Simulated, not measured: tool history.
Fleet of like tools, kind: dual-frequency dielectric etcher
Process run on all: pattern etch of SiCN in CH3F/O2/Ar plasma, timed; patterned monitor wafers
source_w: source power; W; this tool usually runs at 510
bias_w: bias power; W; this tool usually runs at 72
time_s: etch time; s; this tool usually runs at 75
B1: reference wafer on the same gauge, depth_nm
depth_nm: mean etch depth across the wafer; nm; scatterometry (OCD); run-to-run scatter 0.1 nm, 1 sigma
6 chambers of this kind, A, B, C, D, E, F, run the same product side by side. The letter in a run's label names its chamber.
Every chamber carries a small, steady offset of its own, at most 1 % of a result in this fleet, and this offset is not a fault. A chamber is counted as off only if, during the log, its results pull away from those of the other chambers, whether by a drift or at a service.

run 1F hour=6.2 | source_w=510 bias_w=72 time_s=75 | B1=28.801 | depth_nm=30.512
run 2A hour=13.9 | source_w=510 bias_w=72 time_s=75 | B1=28.795 | depth_nm=30.955
-- hour=19.2 chamber D: wet clean of the chamber
run 3D hour=22.1 | source_w=510 bias_w=72 time_s=75 | B1=28.788 | depth_nm=30.721
run 4E hour=29.1 | source_w=510 bias_w=72 time_s=75 | B1=28.805 | depth_nm=30.621
run 5B hour=35.9 | source_w=510 bias_w=72 time_s=75 | B1=28.793 | depth_nm=31.112
run 6C hour=40.0 | source_w=510 bias_w=72 time_s=75 | B1=28.806 | depth_nm=30.785
run 7F hour=48.1 | source_w=510 bias_w=72 time_s=75 | B1=28.802 | depth_nm=30.747
run 8E hour=56.2 | source_w=510 bias_w=78 time_s=89 | B1=28.775 | depth_nm=37.283
run 9D hour=64.2 | source_w=510 bias_w=78 time_s=89 | B1=28.791 | depth_nm=37.674
run 10B hour=68.2 | source_w=510 bias_w=78 time_s=89 | B1=28.801 | depth_nm=37.652
run 11A hour=72.4 | source_w=510 bias_w=78 time_s=89 | B1=28.824 | depth_nm=37.806
run 12C hour=76.7 | source_w=510 bias_w=78 time_s=89 | B1=28.792 | depth_nm=37.661
run 13D hour=83.6 | source_w=510 bias_w=78 time_s=89 | B1=28.772 | depth_nm=37.370
-- hour=87.0 chamber A: wet clean of the chamber
run 14B hour=92.0 | source_w=620 bias_w=72 time_s=92 | B1=28.811 | depth_nm=40.511
run 15E hour=96.7 | source_w=620 bias_w=72 time_s=92 | B1=28.798 | depth_nm=40.586
run 16F hour=103.0 | source_w=620 bias_w=72 time_s=92 | B1=28.791 | depth_nm=40.560
-- hour=106.3 chamber C: wet clean of the chamber
run 17C hour=107.6 | source_w=620 bias_w=72 time_s=92 | B1=28.816 | depth_nm=40.638
run 18A hour=112.6 | source_w=620 bias_w=72 time_s=92 | B1=28.803 | depth_nm=40.910
run 19A hour=117.3 | source_w=620 bias_w=72 time_s=92 | B1=28.783 | depth_nm=40.990
run 20C hour=121.7 | source_w=510 bias_w=72 time_s=75 | B1=28.804 | depth_nm=30.801
run 21E hour=128.8 | source_w=510 bias_w=72 time_s=75 | B1=28.807 | depth_nm=30.463
run 22F hour=136.5 | source_w=510 bias_w=72 time_s=75 | B1=28.796 | depth_nm=30.719
run 23B hour=141.6 | source_w=510 bias_w=62 time_s=75 | B1=28.787 | depth_nm=28.952
run 24D hour=147.4 | source_w=510 bias_w=62 time_s=75 | B1=28.796 | depth_nm=29.255
run 25B hour=152.4 | source_w=510 bias_w=62 time_s=75 | B1=28.810 | depth_nm=28.855
run 26A hour=156.2 | source_w=510 bias_w=62 time_s=75 | B1=28.769 | depth_nm=29.359
-- hour=157.8 chamber C: source power generator calibrated
run 27F hour=162.6 | source_w=510 bias_w=62 time_s=75 | B1=28.793 | depth_nm=29.351
run 28E hour=169.6 | source_w=510 bias_w=62 time_s=75 | B1=28.786 | depth_nm=29.012
run 29D hour=178.4 | source_w=510 bias_w=72 time_s=75 | B1=28.783 | depth_nm=30.589
run 30C hour=184.6 | source_w=510 bias_w=72 time_s=75 | B1=28.780 | depth_nm=30.878
run 31D hour=188.4 | source_w=510 bias_w=72 time_s=75 | B1=28.782 | depth_nm=30.820
run 32B hour=195.3 | source_w=510 bias_w=72 time_s=75 | B1=28.796 | depth_nm=29.992
run 33E hour=201.8 | source_w=510 bias_w=72 time_s=75 | B1=28.798 | depth_nm=30.586
run 34C hour=209.6 | source_w=440 bias_w=61 time_s=75 | B1=28.796 | depth_nm=27.538
run 35F hour=216.3 | source_w=440 bias_w=61 time_s=75 | B1=28.810 | depth_nm=27.678
run 36A hour=224.6 | source_w=440 bias_w=61 time_s=75 | B1=28.791 | depth_nm=27.665
run 37B hour=231.0 | source_w=440 bias_w=61 time_s=75 | B1=28.781 | depth_nm=26.572
run 38C hour=239.1 | source_w=440 bias_w=61 time_s=75 | B1=28.799 | depth_nm=27.312
run 39F hour=244.7 | source_w=440 bias_w=61 time_s=75 | B1=28.798 | depth_nm=27.342
run 40D hour=249.3 | source_w=510 bias_w=72 time_s=75 | B1=28.788 | depth_nm=30.945
run 41A hour=256.0 | source_w=510 bias_w=72 time_s=75 | B1=28.804 | depth_nm=31.024

Does one chamber stand apart from the rest, does the shared gauge drift, or is all well apart from small per-chamber offsets? Give the chamber and the most likely cause, where there is one.

It is chamber B that slowly wanders off from its peers.
Cause: etch rate under this chamber's usual, % = 4.27.

Which of the 4 candidates below, each the usual settings with something changed and its results left as question marks, puts chamber B back in line with what the other chambers give on the usual settings?
A result is in line if it is within this distance of the other chambers' mean on the usual settings: depth_nm 0.360 nm
run 42B-1 hour=262.3 | source_w=510 bias_w=72 time_s=74.0 | depth_nm=?
run 42B-2 hour=262.3 | source_w=510 bias_w=72 time_s=76.0 | depth_nm=?
run 42B-3 hour=262.3 | source_w=510 bias_w=72 time_s=72.5 | depth_nm=?
run 42B-4 hour=262.3 | source_w=560 bias_w=72 time_s=75.0 | depth_nm=?

Average result of the remaining chambers running the usual settings: depth_nm 30.752 nm
run=42B-1 depth_nm=29.319
run=42B-2 depth_nm=30.111
run=42B-3 depth_nm=28.724
run=42B-4 depth_nm=30.771
42B-4 brings the chamber back in line.
